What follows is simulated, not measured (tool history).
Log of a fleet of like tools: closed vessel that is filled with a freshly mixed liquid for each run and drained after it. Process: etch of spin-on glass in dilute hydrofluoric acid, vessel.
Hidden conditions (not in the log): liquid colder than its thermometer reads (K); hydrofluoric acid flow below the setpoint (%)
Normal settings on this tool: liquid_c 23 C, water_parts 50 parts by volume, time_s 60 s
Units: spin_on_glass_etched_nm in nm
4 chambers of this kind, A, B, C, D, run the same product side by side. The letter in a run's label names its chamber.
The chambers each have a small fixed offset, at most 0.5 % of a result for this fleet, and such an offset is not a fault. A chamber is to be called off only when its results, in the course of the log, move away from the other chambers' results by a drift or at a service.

run,hour,liquid_c,water_parts,time_s,hours since the thermometer was replaced,hours since the hydrofluoric acid flow meter was replaced,"read-back film thickness of the spin-on glass reference wafer, read on the same gauge (nm)",spin_on_glass_etched_nm
1B,5.7,23,50,60,2631.0,384.8,120.00,39.426
2A,10.4,23,50,60,1081.8,416.3,120.02,40.329
3C,15.9,23,50,60,645.2,447.1,120.03,39.689
4D,21.8,23,50,60,1426.1,529.7,120.01,39.691
5D,27.4,23,50,60,1431.7,535.3,120.00,40.054
6A,32.0,23,50,60,1103.4,437.9,119.96,39.878
# hour 32.4: chamber D: thermometer replaced
7B,37.3,23,50,60,2662.6,416.4,120.00,39.631
8C,43.7,23,50,60,673.0,474.9,120.02,39.390
9A,49.2,23,50,60,1120.6,455.1,120.02,39.944
10D,53.8,23,50,60,21.4,561.7,120.01,39.994
# hour 58.1: chamber B: thermometer replaced
11C,59.3,23,50,60,688.6,490.5,119.98,40.013
12B,63.2,23,50,60,5.1,442.3,120.00,40.083
13A,68.3,23,50,60,1139.7,474.2,120.01,39.396
14D,72.8,23,50,60,40.4,580.7,120.03,39.416
15B,76.3,23,50,60,18.2,455.4,120.00,39.646
16C,81.8,26,50,60,711.1,513.0,120.03,44.587
17A,88.9,26,50,60,1160.3,494.8,119.99,45.348
18D,95.5,26,50,60,63.1,603.4,120.02,44.145
19B,102.3,26,50,60,44.2,481.4,119.99,45.036
20C,106.1,23,50,60,735.4,537.3,119.99,39.385
21D,110.0,23,50,60,77.6,617.9,119.99,38.713
22C,114.5,23,50,60,743.8,545.7,120.02,39.572
23A,118.8,23,50,60,1190.2,524.7,119.99,39.737
24B,125.4,23,50,60,67.3,504.5,119.99,39.463
25D,132.5,23,50,60,100.1,640.4,120.00,38.860
26A,136.3,23,50,60,1207.7,542.2,120.00,39.315
27B,142.8,23,50,60,84.7,521.9,119.98,39.076
28C,148.9,23,50,60,778.2,580.1,120.01,39.768
29C,153.8,23,50,60,783.1,585.0,120.01,39.537
30D,160.0,20,50,60,127.6,667.9,119.99,34.087
31A,163.3,20,50,60,1234.7,569.2,120.01,35.060
32B,169.3,20,50,60,111.2,548.4,119.99,35.104
33C,175.1,20,50,60,804.4,606.3,120.00,35.059
34B,180.7,23,50,60,122.6,559.8,119.99,39.871
35A,185.5,23,50,60,1256.9,591.4,120.01,39.511
36D,189.6,23,50,60,157.2,697.5,120.00,37.507
37D,196.6,23,50,60,164.2,704.5,120.02,37.311
38B,203.2,23,50,60,145.1,582.3,120.02,39.540
39A,206.4,23,50,60,1277.8,612.3,120.03,39.637
40C,210.6,23,50,60,839.9,641.8,119.99,39.857
41A,214.4,23,50,60,1285.8,620.3,120.02,39.941
42C,220.5,23,50,60,849.8,651.7,120.01,39.440
43D,227.3,23,50,60,194.9,735.2,120.00,37.229
44B,231.7,23,50,60,173.6,610.8,120.00,39.195

All chambers now run identical settings, listed one chamber a line with results as question marks. What results will each chamber show?
45A,236.9,23,35,60,,,,?
45B,236.9,23,35,60,,,,?
45C,236.9,23,35,60,,,,?
45D,236.9,23,35,60,,,,?

run,spin_on_glass_etched_nm
45A,58.588
45B,58.156
45C,57.321
45D,54.680
